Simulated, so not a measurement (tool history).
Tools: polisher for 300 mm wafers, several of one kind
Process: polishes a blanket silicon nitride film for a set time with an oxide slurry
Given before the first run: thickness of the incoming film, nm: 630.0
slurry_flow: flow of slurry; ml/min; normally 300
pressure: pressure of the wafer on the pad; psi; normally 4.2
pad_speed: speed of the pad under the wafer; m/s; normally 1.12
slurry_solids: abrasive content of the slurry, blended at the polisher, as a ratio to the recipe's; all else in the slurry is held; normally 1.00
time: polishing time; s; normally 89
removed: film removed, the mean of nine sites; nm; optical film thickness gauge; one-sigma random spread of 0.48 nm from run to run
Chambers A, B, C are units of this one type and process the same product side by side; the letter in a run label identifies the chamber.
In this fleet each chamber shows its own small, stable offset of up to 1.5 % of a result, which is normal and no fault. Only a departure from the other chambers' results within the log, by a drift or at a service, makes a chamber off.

| run | hour | slurry_flow | pressure | pad_speed | slurry_solids | time | removed |
|---|---|---|---|---|---|---|---|
| 1A | 5.5 | 300 | 4.2 | 1.12 | 1.00 | 89 | 62.202 |
| 2C | 12.9 | 300 | 4.2 | 1.12 | 1.00 | 89 | 62.333 |
| 3B | 19.4 | 300 | 4.2 | 1.12 | 1.00 | 89 | 61.803 |
|  | 20.1 | chamber A: head pressure recalibrated |
| 4A | 26.6 | 300 | 4.2 | 1.12 | 1.00 | 89 | 61.227 |
| 5C | 31.3 | 300 | 4.2 | 1.12 | 1.00 | 89 | 62.771 |
| 6B | 36.0 | 300 | 4.2 | 1.12 | 1.00 | 89 | 61.592 |
| 7B | 43.4 | 300 | 4.2 | 1.12 | 1.00 | 89 | 62.442 |
|  | 45.1 | chamber B: worn pad replaced by a new one |
| 8A | 49.7 | 225 | 2.9 | 1.12 | 1.00 | 89 | 41.561 |
|  | 50.9 | chamber C: conditioning disc replaced and pad reconditioned |
| 9C | 53.4 | 225 | 2.9 | 1.12 | 1.00 | 89 | 42.131 |
| 10A | 57.8 | 225 | 2.9 | 1.12 | 1.00 | 89 | 41.866 |
| 11C | 65.4 | 300 | 4.2 | 1.12 | 1.00 | 89 | 61.303 |
| 12B | 71.4 | 300 | 4.2 | 1.12 | 1.20 | 109 | 81.177 |
|  | 73.6 | chamber C: worn pad replaced by a new one |
|  | 77.4 | chamber C: head pressure recalibrated |
| 13C | 78.4 | 300 | 4.2 | 1.12 | 1.20 | 109 | 81.465 |
| 14B | 83.7 | 300 | 4.2 | 1.12 | 1.20 | 109 | 82.392 |
|  | 86.8 | chamber B: conditioning disc replaced and pad reconditioned |
| 15A | 88.6 | 210 | 4.2 | 1.12 | 1.00 | 103 | 69.587 |
| 16B | 92.4 | 210 | 4.2 | 1.12 | 1.00 | 103 | 69.075 |
| 17A | 95.8 | 210 | 4.2 | 1.12 | 1.00 | 103 | 69.312 |
| 18C | 99.9 | 300 | 4.2 | 1.12 | 1.00 | 89 | 60.331 |
|  | 103.1 | chamber A: worn pad replaced by a new one |
| 19B | 106.4 | 300 | 4.2 | 1.12 | 1.00 | 89 | 61.417 |
| 20A | 112.6 | 300 | 4.2 | 1.12 | 1.00 | 89 | 62.146 |
| 21C | 118.1 | 300 | 4.2 | 1.34 | 1.00 | 89 | 67.188 |

Next, every chamber runs the same settings. What will each give?
| 22A | 123.6 | 300 | 4.2 | 1.12 | 1.15 | 89 | ? |
| 22B | 123.6 | 300 | 4.2 | 1.12 | 1.15 | 89 | ? |
| 22C | 123.6 | 300 | 4.2 | 1.12 | 1.15 | 89 | ? |

| run | removed |
|---|---|
| 22A | 66.206 |
| 22B | 65.344 |
| 22C | 61.866 |
